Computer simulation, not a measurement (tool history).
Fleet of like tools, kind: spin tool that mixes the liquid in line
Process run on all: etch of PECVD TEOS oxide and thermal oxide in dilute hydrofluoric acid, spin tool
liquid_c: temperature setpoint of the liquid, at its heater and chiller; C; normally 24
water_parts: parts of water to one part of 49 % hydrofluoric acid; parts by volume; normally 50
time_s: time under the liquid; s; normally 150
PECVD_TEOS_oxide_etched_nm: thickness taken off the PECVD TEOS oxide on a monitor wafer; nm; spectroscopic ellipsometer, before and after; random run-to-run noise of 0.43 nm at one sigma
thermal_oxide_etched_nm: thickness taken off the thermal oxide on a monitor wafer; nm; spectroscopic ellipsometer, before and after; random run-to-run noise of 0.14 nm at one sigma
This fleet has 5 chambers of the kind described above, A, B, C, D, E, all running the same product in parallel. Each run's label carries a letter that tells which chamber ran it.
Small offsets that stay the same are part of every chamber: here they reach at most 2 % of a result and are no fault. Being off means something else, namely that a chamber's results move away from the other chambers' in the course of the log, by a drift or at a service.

| run | hour | liquid_c | water_parts | time_s | read-back film thickness of the PECVD TEOS oxide reference wafer, read on the same gauge (nm) | read-back film thickness of the thermal oxide reference wafer, read on the same gauge (nm) | PECVD_TEOS_oxide_etched_nm | thermal_oxide_etched_nm |
|---|---|---|---|---|---|---|---|---|
| 1D | 4.3 | 24 | 50 | 150 | 30.000 | 70.027 | 45.307 | 15.081 |
| 2B | 8.6 | 24 | 50 | 150 | 30.019 | 70.004 | 42.921 | 14.986 |
| 3C | 11.8 | 24 | 50 | 150 | 29.994 | 70.007 | 44.243 | 15.227 |
| 4E | 18.6 | 24 | 50 | 150 | 30.001 | 69.978 | 43.813 | 15.007 |
| 5A | 25.3 | 24 | 50 | 150 | 30.014 | 69.997 | 44.314 | 14.874 |
| 6A | 31.6 | 24 | 50 | 150 | 30.009 | 70.032 | 44.025 | 14.766 |
| 7E | 38.5 | 24 | 50 | 150 | 29.971 | 70.025 | 43.768 | 15.066 |
| 8C | 44.8 | 24 | 50 | 150 | 30.021 | 69.987 | 44.113 | 15.274 |
| 9B | 48.1 | 24 | 50 | 150 | 29.991 | 69.981 | 43.217 | 14.918 |
| 10D | 55.3 | 24 | 50 | 150 | 30.027 | 70.045 | 45.450 | 14.983 |
| 11E | 61.3 | 24 | 35 | 150 | 29.991 | 69.988 | 62.830 | 21.552 |
| 12B | 68.5 | 24 | 35 | 150 | 29.995 | 70.011 | 62.444 | 21.196 |
| 13C | 74.1 | 24 | 35 | 150 | 30.025 | 70.008 | 63.939 | 21.890 |
| 14A | 79.7 | 24 | 35 | 150 | 29.980 | 70.010 | 63.117 | 21.832 |
| 15D | 84.3 | 24 | 35 | 150 | 29.990 | 70.038 | 64.925 | 22.105 |
| 16A | 90.1 | 24 | 50 | 150 | 30.009 | 69.972 | 43.926 | 15.107 |
| 17B | 96.1 | 24 | 50 | 150 | 30.010 | 69.917 | 44.117 | 15.088 |
| 18D | 100.4 | 24 | 50 | 150 | 30.015 | 69.996 | 45.449 | 14.959 |
| 19C | 105.2 | 24 | 50 | 150 | 30.026 | 70.037 | 44.462 | 15.267 |
| 20E | 112.4 | 24 | 50 | 150 | 29.988 | 70.036 | 43.526 | 14.786 |
| 21A | 116.9 | 24 | 50 | 150 | 30.005 | 69.985 | 43.487 | 14.810 |
| 22B | 121.0 | 24 | 50 | 150 | 30.020 | 69.944 | 43.324 | 14.952 |
| 23E | 124.7 | 24 | 50 | 150 | 30.028 | 70.016 | 43.881 | 15.045 |
| 24C | 131.2 | 24 | 50 | 150 | 29.998 | 70.034 | 43.243 | 15.239 |
| 25D | 137.4 | 24 | 50 | 150 | 29.983 | 69.952 | 44.993 | 15.204 |
| 26E | 140.9 | 24 | 50 | 150 | 30.007 | 70.015 | 43.440 | 14.827 |
| 27B | 145.4 | 24 | 30 | 150 | 29.983 | 70.059 | 73.681 | 25.232 |
| 28D | 149.7 | 24 | 30 | 150 | 30.004 | 69.959 | 77.911 | 26.434 |
| 29A | 156.1 | 24 | 30 | 150 | 29.995 | 69.977 | 74.617 | 25.279 |
| 30C | 161.5 | 24 | 30 | 150 | 29.985 | 70.008 | 74.538 | 25.406 |
|  | 165.1 | chamber E: hydrofluoric acid flow meter replaced |
| 31B | 168.6 | 24 | 30 | 150 | 30.021 | 69.992 | 74.625 | 25.024 |
| 32E | 175.3 | 24 | 50 | 150 | 30.008 | 70.010 | 43.343 | 14.754 |
| 33C | 181.1 | 24 | 50 | 150 | 29.996 | 70.023 | 44.285 | 14.997 |
| 34D | 188.2 | 24 | 50 | 150 | 29.979 | 70.030 | 45.380 | 14.879 |
| 35A | 193.8 | 24 | 50 | 150 | 29.994 | 70.045 | 44.154 | 15.067 |
| 36B | 198.7 | 24 | 50 | 150 | 30.011 | 70.013 | 43.107 | 14.996 |
| 37E | 204.4 | 24 | 50 | 150 | 29.998 | 69.972 | 44.390 | 14.840 |
| 38C | 211.5 | 21 | 50 | 150 | 30.052 | 69.970 | 38.378 | 13.335 |
| 39D | 215.7 | 21 | 50 | 150 | 30.015 | 69.996 | 40.428 | 13.342 |
| 40A | 220.9 | 21 | 50 | 150 | 29.981 | 69.962 | 39.379 | 13.091 |
| 41B | 226.8 | 21 | 50 | 150 | 30.015 | 70.011 | 39.006 | 13.073 |

All 5 chambers run these settings next. Forecast each chamber's results:
| 42A | 232.1 | 24 | 50 | 150 |  |  | ? | ? |
| 42B | 232.1 | 24 | 50 | 150 |  |  | ? | ? |
| 42C | 232.1 | 24 | 50 | 150 |  |  | ? | ? |
| 42D | 232.1 | 24 | 50 | 150 |  |  | ? | ? |
| 42E | 232.1 | 24 | 50 | 150 |  |  | ? | ? |

| run | PECVD_TEOS_oxide_etched_nm | thermal_oxide_etched_nm |
|---|---|---|
| 42A | 44.680 | 14.977 |
| 42B | 43.719 | 15.039 |
| 42C | 44.459 | 15.236 |
| 42D | 45.921 | 15.156 |
| 42E | 43.428 | 14.765 |
